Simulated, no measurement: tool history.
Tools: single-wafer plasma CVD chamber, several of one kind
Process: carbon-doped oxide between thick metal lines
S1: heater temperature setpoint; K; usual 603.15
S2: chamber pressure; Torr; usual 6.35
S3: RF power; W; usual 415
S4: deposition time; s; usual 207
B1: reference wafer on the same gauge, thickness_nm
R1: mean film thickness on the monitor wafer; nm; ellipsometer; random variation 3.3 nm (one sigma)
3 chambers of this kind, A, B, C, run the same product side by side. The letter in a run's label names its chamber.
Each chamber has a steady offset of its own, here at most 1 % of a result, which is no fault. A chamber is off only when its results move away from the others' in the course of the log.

Run 1B, hour 9.2: usual settings; B1 909.59. Result: R1 1001.1 nm.
Run 2A, hour 16.5: usual settings; B1 909.96. Result: R1 995.34 nm.
Run 3C, hour 25.9: usual settings; B1 909.12. Result: R1 1001.8 nm.
Run 4B, hour 31.9: usual settings; B1 910.39. Result: R1 998.33 nm.
Run 5C, hour 37.3: usual settings; B1 910.6. Result: R1 1006.3 nm.
Run 6A, hour 46.4: usual settings; B1 909.42. Result: R1 992.56 nm.
Run 7C, hour 57.1: usual settings; B1 910.29. Result: R1 1003.3 nm.
Run 8B, hour 67.1: usual settings; B1 910.36. Result: R1 996.09 nm.
Run 9A, hour 78.3: usual settings; B1 910.03. Result: R1 995.04 nm.
Run 10B, hour 86.4: usual settings; B1 910.56. Result: R1 989.83 nm.
Run 11C, hour 92.8: usual settings; B1 909.61. Result: R1 999.63 nm.
Run 12A, hour 99.4: usual settings but S1 611.15 K, S4 190 s; B1 909.87. Result: R1 890.76 nm.
Run 13C, hour 105.5: usual settings but S1 611.15 K, S4 190 s; B1 910.1. Result: R1 896.71 nm.
Run 14B, hour 111: usual settings but S1 611.15 K, S4 190 s; B1 909.21. Result: R1 884.52 nm.
Run 15A, hour 118.8: usual settings; B1 910.24. Result: R1 997.03 nm.
Run 16C, hour 127.3: usual settings; B1 909.31. Result: R1 1002.6 nm.
At hour 130.2: chamber A: capacitance manometer re-zeroed and calibrated.
Run 17A, hour 136.7: usual settings; B1 910.31. Result: R1 996.39 nm.
At hour 144.5: chamber C: capacitance manometer re-zeroed and calibrated.
Run 18B, hour 146.9: usual settings; B1 908.95. Result: R1 979.16 nm.
Run 19A, hour 157.1: usual settings but S2 7.47 Torr, S4 222 s; B1 909.69. Result: R1 1086.3 nm.
Run 20B, hour 166: usual settings but S2 7.47 Torr, S4 222 s; B1 909.21. Result: R1 1055.2 nm.
Run 21C, hour 178.1: usual settings but S2 7.47 Torr, S4 222 s; B1 909.86. Result: R1 1083.1 nm.
Run 22A, hour 183.7: usual settings; B1 910.57. Result: R1 999.06 nm.
Run 23B, hour 194.6: usual settings but S1 596.15 K, S2 7.27 Torr; B1 910.05. Result: R1 1006.1 nm.
Run 24C, hour 200: usual settings but S1 596.15 K, S2 7.27 Torr; B1 909.69. Result: R1 1041.3 nm.
Run 25A, hour 209: usual settings but S1 596.15 K, S2 7.27 Torr; B1 909.89. Result: R1 1029.8 nm.
Run 26B, hour 218: usual settings; B1 909.66. Result: R1 960.2 nm.

All 3 chambers run these settings next. Forecast each chamber's results:
Run 27A, hour 226.7: usual settings but S1 617.15 K. Result: R1 ?.
Run 27B, hour 226.7: usual settings but S1 617.15 K. Result: R1 ?.
Run 27C, hour 226.7: usual settings but S1 617.15 K. Result: R1 ?.

run      R1
27A  957.85
27B  924.77
27C  966.71
